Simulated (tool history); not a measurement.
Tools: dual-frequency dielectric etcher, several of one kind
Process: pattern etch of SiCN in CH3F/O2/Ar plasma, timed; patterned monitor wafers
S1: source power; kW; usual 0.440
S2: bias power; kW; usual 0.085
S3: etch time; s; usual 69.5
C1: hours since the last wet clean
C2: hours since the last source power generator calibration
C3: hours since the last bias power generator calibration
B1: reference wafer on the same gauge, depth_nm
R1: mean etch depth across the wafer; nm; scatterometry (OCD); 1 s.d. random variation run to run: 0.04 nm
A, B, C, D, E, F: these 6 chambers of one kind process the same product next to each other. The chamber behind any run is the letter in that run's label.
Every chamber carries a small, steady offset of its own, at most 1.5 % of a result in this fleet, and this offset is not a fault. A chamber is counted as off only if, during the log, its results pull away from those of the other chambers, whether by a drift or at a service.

run	day	S1	S2	S3	C1	C2	C3	B1	R1
1E	0.258	0.440	0.085	69.5	354.9	484.9	3374.9	24.895	28.775
2A	0.404	0.440	0.085	69.5	434.0	1506.0	1583.5	24.912	28.796
3F	0.633	0.440	0.085	69.5	436.6	169.9	595.1	24.898	28.328
4D	0.771	0.440	0.085	69.5	510.6	4171.7	969.1	24.907	28.641
# day 0.867: chamber E: bias power generator calibrated
5C	1.058	0.440	0.085	69.5	402.9	211.3	2726.9	24.914	28.449
6B	1.188	0.440	0.085	69.5	253.6	461.2	3482.6	24.930	28.949
7C	1.358	0.440	0.085	69.5	410.1	218.5	2734.1	24.923	28.419
8E	1.633	0.440	0.085	69.5	387.9	517.9	18.5	24.930	28.758
9D	1.892	0.440	0.085	69.5	537.5	4198.6	996.0	24.930	28.609
# day 1.942: chamber D: wet clean of the chamber
10B	2.058	0.440	0.085	69.5	274.5	482.1	3503.5	24.932	28.926
11A	2.329	0.440	0.085	69.5	480.2	1552.2	1629.7	24.932	28.818
12F	2.475	0.440	0.098	69.5	480.8	214.1	639.3	24.936	29.950
13B	2.758	0.440	0.098	69.5	291.3	498.9	3520.3	24.944	30.604
14C	2.925	0.440	0.098	69.5	447.7	256.1	2771.7	24.941	30.038
15E	3.062	0.440	0.098	69.5	422.2	552.2	52.8	24.946	30.388
16D	3.346	0.440	0.098	69.5	33.8	4233.5	1030.9	24.953	30.248
# day 3.425: chamber A: wet clean of the chamber
17F	3.558	0.440	0.098	69.5	506.8	240.1	665.3	24.955	29.882
18A	3.738	0.440	0.085	69.5	7.5	1586.0	1663.5	24.965	28.873
19D	4.008	0.440	0.085	69.5	49.7	4249.4	1046.8	24.959	28.722
20B	4.192	0.440	0.085	69.5	325.7	533.3	3554.7	24.965	28.991
21C	4.442	0.440	0.085	69.5	484.1	292.5	2808.1	24.973	28.507
22F	4.729	0.440	0.085	69.5	534.9	268.2	693.4	24.965	28.394
23E	4.929	0.440	0.085	69.5	467.0	597.0	97.6	24.978	28.847
# day 4.992: chamber F: wet clean of the chamber
24A	5.062	0.440	0.085	69.5	39.3	1617.8	1695.3	24.979	28.966
25D	5.271	0.440	0.085	69.5	80.0	4279.7	1077.1	24.991	28.702
# day 5.358: chamber C: wet clean of the chamber
26F	5.538	0.440	0.085	69.5	13.1	287.6	712.8	24.988	28.341
27A	5.800	0.440	0.085	69.5	57.0	1635.5	1713.0	24.991	28.913
28B	6.017	0.440	0.085	69.5	369.5	577.1	3598.5	24.995	29.024
29C	6.233	0.440	0.085	69.5	21.1	335.5	2851.1	25.002	28.560
30E	6.429	0.440	0.085	69.5	503.0	633.0	133.6	24.994	28.917
31B	6.592	0.440	0.085	69.5	383.3	590.9	3612.3	24.994	29.025
32C	6.875	0.440	0.085	69.5	36.5	350.9	2866.5	25.009	28.521
33F	7.108	0.440	0.085	69.5	50.8	325.3	750.5	25.017	28.448
34E	7.296	0.440	0.085	69.5	523.8	653.8	154.4	25.010	28.996
35D	7.562	0.440	0.085	69.5	135.0	4334.7	1132.1	25.020	28.755
36A	7.788	0.440	0.085	69.5	104.7	1683.2	1760.7	25.017	28.952
37E	7.988	0.440	0.085	69.5	540.4	670.4	171.0	25.027	28.921
38A	8.217	0.440	0.078	69.5	115.0	1693.5	1771.0	25.032	28.055
39C	8.354	0.440	0.078	69.5	72.0	386.4	2902.0	25.033	27.652
40D	8.533	0.440	0.078	69.5	158.3	4358.0	1155.4	25.037	27.928
41F	8.817	0.440	0.078	69.5	91.8	366.3	791.5	25.041	27.627

Predict what each chamber gives when all 6 of them run the settings below next.
42A	9.021	0.440	0.074	69.5					?
42B	9.021	0.440	0.074	69.5					?
42C	9.021	0.440	0.074	69.5					?
42D	9.021	0.440	0.074	69.5					?
42E	9.021	0.440	0.074	69.5					?
42F	9.021	0.440	0.074	69.5					?

run	R1
42A	27.547
42B	27.732
42C	27.117
42D	27.332
42E	27.513
42F	27.103
